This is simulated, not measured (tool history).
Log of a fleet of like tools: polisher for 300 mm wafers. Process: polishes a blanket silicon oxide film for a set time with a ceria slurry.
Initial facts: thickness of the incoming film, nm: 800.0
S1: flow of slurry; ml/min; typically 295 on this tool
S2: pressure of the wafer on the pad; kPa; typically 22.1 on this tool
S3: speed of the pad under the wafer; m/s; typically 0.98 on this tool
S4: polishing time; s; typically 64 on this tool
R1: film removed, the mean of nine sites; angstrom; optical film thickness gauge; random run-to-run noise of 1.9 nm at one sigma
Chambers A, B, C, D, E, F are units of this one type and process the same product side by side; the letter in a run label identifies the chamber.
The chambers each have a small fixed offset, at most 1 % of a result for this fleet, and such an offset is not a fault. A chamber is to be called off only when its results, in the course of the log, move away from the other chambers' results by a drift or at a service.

run,hour,S1,S2,S3,S4,R1
# hour 2.5: chamber A: worn pad replaced by a new one
1C,11.0,295,22.1,0.98,64,2928.5
# hour 11.7: chamber B: worn pad replaced by a new one
2F,20.2,295,22.1,0.98,64,2998.8
3D,31.1,295,22.1,0.98,64,2962.1
# hour 35.6: chamber E: worn pad replaced by a new one
4B,37.1,295,22.1,0.98,64,2940.7
5A,48.7,295,22.1,0.98,64,2930.2
6E,55.5,295,22.1,0.98,64,2960.0
# hour 59.5: chamber C: worn pad replaced by a new one
# hour 60.6: chamber E: head pressure recalibrated
7D,61.2,295,22.1,0.98,64,2882.1
8F,71.7,295,22.1,0.98,64,2994.2
# hour 78.6: chamber D: worn pad replaced by a new one
9C,80.0,295,22.1,0.98,64,2910.7
10E,87.0,295,22.1,0.98,64,2941.4
# hour 91.7: chamber A: worn pad replaced by a new one
11A,98.0,295,22.1,0.98,64,2942.2
# hour 100.6: chamber F: worn pad replaced by a new one
# hour 106.1: chamber E: worn pad replaced by a new one
12B,107.2,295,22.1,0.98,64,2941.1
# hour 108.7: chamber B: worn pad replaced by a new one
# hour 110.3: chamber A: slurry nozzle cleaned
# hour 116.2: chamber B: slurry nozzle cleaned
13D,116.3,295,22.1,0.98,64,2904.2
14A,127.4,295,22.1,0.98,64,2971.8
15E,133.7,295,22.1,0.98,64,2972.0
16F,144.2,295,22.1,0.98,64,2989.0
17B,153.2,295,22.1,0.98,64,2972.9
# hour 154.0: chamber C: worn pad replaced by a new one
18C,161.6,295,18.6,0.98,64,2528.4
19B,169.3,295,18.6,0.98,64,2469.2
# hour 173.4: chamber E: worn pad replaced by a new one
20F,178.4,295,18.6,0.98,64,2514.9
# hour 180.3: chamber A: worn pad replaced by a new one
21D,189.8,295,18.6,0.98,64,2476.9
# hour 197.9: chamber D: worn pad replaced by a new one
22C,200.0,295,18.6,0.98,64,2522.6
23A,208.9,295,18.6,0.98,64,2493.3
# hour 217.4: chamber B: worn pad replaced by a new one
24E,220.9,295,22.1,0.98,64,2920.8
# hour 227.8: chamber D: slurry nozzle cleaned
25F,229.1,295,22.1,0.98,64,2970.6
# hour 232.4: chamber F: worn pad replaced by a new one
26B,238.3,295,22.1,0.98,64,2976.7
# hour 247.1: chamber E: slurry nozzle cleaned
27C,248.4,295,22.1,0.98,64,3001.2
# hour 248.6: chamber E: worn pad replaced by a new one
28D,255.3,295,22.1,0.98,64,2923.3
# hour 257.5: chamber C: worn pad replaced by a new one
29E,265.3,295,22.1,0.98,64,2945.3
# hour 269.1: chamber A: worn pad replaced by a new one
30A,272.4,295,22.1,0.70,64,2080.1
31C,282.9,295,22.1,0.70,64,2178.2
32D,288.3,295,22.1,0.70,64,2102.6
33E,298.6,295,22.1,0.70,64,2120.2
# hour 304.6: chamber D: worn pad replaced by a new one
34B,309.6,295,22.1,0.70,64,2112.3
35F,314.9,295,22.1,0.70,64,2128.7
# hour 323.3: chamber B: worn pad replaced by a new one
36A,326.7,295,22.1,1.26,74,4398.4
# hour 332.9: chamber B: slurry nozzle cleaned
37F,336.9,295,22.1,1.26,74,4382.9
38D,346.6,295,22.1,1.26,74,4342.6
# hour 348.5: chamber A: worn pad replaced by a new one
39B,352.1,295,22.1,1.26,74,4388.5
40A,362.0,295,22.1,1.26,74,4358.2

For the next run the whole fleet of 6 chambers uses the same settings. Give each chamber's results:
41A,370.6,295,22.1,0.98,64,?
41B,370.6,295,22.1,0.98,64,?
41C,370.6,295,22.1,0.98,64,?
41D,370.6,295,22.1,0.98,64,?
41E,370.6,295,22.1,0.98,64,?
41F,370.6,295,22.1,0.98,64,?

run,R1
41A,2905.9
41B,2944.1
41C,3068.7
41D,2951.1
41E,2938.4
41F,2939.2

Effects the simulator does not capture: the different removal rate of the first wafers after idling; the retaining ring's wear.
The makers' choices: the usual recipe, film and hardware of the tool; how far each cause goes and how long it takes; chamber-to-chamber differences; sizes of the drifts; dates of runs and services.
